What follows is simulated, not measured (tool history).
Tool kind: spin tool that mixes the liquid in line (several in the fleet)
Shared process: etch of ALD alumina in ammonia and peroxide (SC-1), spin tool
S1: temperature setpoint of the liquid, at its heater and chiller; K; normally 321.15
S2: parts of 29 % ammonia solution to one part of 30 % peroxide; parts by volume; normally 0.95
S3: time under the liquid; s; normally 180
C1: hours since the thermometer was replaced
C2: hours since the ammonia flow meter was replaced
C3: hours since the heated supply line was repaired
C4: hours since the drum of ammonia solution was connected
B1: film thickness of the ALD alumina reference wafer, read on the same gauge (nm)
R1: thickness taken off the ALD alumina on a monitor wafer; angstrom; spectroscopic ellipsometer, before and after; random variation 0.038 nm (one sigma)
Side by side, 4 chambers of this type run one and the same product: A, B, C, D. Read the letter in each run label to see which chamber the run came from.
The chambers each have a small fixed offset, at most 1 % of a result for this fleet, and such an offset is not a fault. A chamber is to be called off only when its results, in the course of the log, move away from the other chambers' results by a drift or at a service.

run	day	S1	S2	S3	C1	C2	C3	C4	B1	R1
# day 0.146: chamber A: thermometer replaced
1C	0.408	321.15	0.95	180	1342.7	1113.6	968.5	187.4	59.986	100.900
2B	0.688	321.15	0.95	180	39.1	309.0	541.5	428.6	60.025	100.880
3D	1.096	321.15	0.95	180	72.2	2427.2	722.1	207.3	59.989	99.883
4A	1.329	321.15	0.95	180	28.4	722.9	107.2	577.5	60.011	100.700
5C	1.558	321.15	0.95	180	1370.3	1141.2	996.1	215.0	60.021	101.180
6D	1.854	321.15	0.95	180	90.4	2445.4	740.3	225.5	60.046	100.620
7A	2.275	321.15	0.95	180	51.1	745.6	129.9	600.2	59.977	100.080
# day 2.371: chamber A: ammonia flow meter replaced
8B	2.658	321.15	0.95	180	86.4	356.3	588.8	475.9	60.036	100.590
9C	2.962	321.15	0.95	180	1404.0	1174.9	1029.8	248.7	60.042	101.330
10B	3.167	321.15	0.95	180	98.6	368.5	601.0	488.1	59.989	100.430
11D	3.600	321.15	0.95	180	132.3	2487.3	782.2	267.4	59.996	100.360
12A	3.808	321.15	0.95	180	87.9	34.6	166.7	637.0	60.007	100.470
13C	4.058	321.15	0.95	180	1430.3	1201.2	1056.1	275.0	60.035	101.440
14D	4.296	321.15	0.95	180	149.0	2504.0	798.9	284.1	59.994	99.852
15B	4.571	321.15	0.95	180	132.3	402.2	634.7	521.8	59.998	101.170
16A	4.829	321.15	0.95	180	112.4	59.1	191.2	661.5	59.952	100.370
17B	5.100	321.15	1.20	235	145.0	414.9	647.4	534.5	60.015	135.190
# day 5.217: chamber D: new drum of ammonia solution connected
18A	5.417	321.15	1.20	235	126.5	73.2	205.3	675.6	60.010	135.090
# day 5.571: chamber D: ammonia flow meter replaced
19D	5.821	321.15	1.20	235	185.6	6.1	835.5	14.6	60.033	134.080
# day 5.933: chamber A: new drum of ammonia solution connected
# day 5.992: chamber B: ammonia flow meter replaced
20C	6.025	321.15	1.20	235	1477.5	1248.4	1103.3	322.2	60.009	135.190
21B	6.371	321.15	0.95	180	175.5	9.1	677.9	565.0	60.018	101.240
22A	6.796	327.15	0.95	250	159.6	106.3	238.4	20.7	60.028	192.600
23C	7.175	327.15	0.95	250	1505.1	1276.0	1130.9	349.8	59.996	193.610
24D	7.488	327.15	0.95	250	225.6	46.1	875.5	54.6	60.015	192.630
25D	7.838	327.15	0.95	250	234.0	54.5	883.9	63.0	59.995	193.260
26B	8.050	321.15	0.95	180	215.8	49.4	718.2	605.3	59.970	100.770
27C	8.492	321.15	0.95	180	1536.7	1307.6	1162.5	381.4	60.020	101.170
28A	8.696	321.15	0.95	180	205.2	151.9	284.0	66.3	60.036	100.050
29D	9.050	321.15	0.95	180	263.1	83.6	913.0	92.1	59.997	100.430
30A	9.450	321.15	0.95	180	223.3	170.0	302.1	84.4	60.055	100.570
31B	9.754	321.15	0.95	180	256.7	90.3	759.1	646.2	60.039	100.720
# day 9.942: chamber C: new drum of ammonia solution connected
32C	10.221	321.15	0.95	180	1578.2	1349.1	1204.0	6.7	60.000	100.850
33B	10.433	321.15	0.95	180	273.0	106.6	775.4	662.5	59.978	101.290
34D	10.788	321.15	0.95	180	304.8	125.3	954.7	133.8	59.998	100.310
35C	11.012	321.15	0.95	180	1597.2	1368.1	1223.0	25.7	59.953	101.260
36A	11.346	321.15	0.95	180	268.8	215.5	347.6	129.9	59.970	100.860

Next, every chamber runs the same settings. What will each give?
37A	11.683	321.15	0.95	180						?
37B	11.683	321.15	0.95	180						?
37C	11.683	321.15	0.95	180						?
37D	11.683	321.15	0.95	180						?

run	R1
37A	100.280
37B	101.000
37C	100.830
37D	99.688

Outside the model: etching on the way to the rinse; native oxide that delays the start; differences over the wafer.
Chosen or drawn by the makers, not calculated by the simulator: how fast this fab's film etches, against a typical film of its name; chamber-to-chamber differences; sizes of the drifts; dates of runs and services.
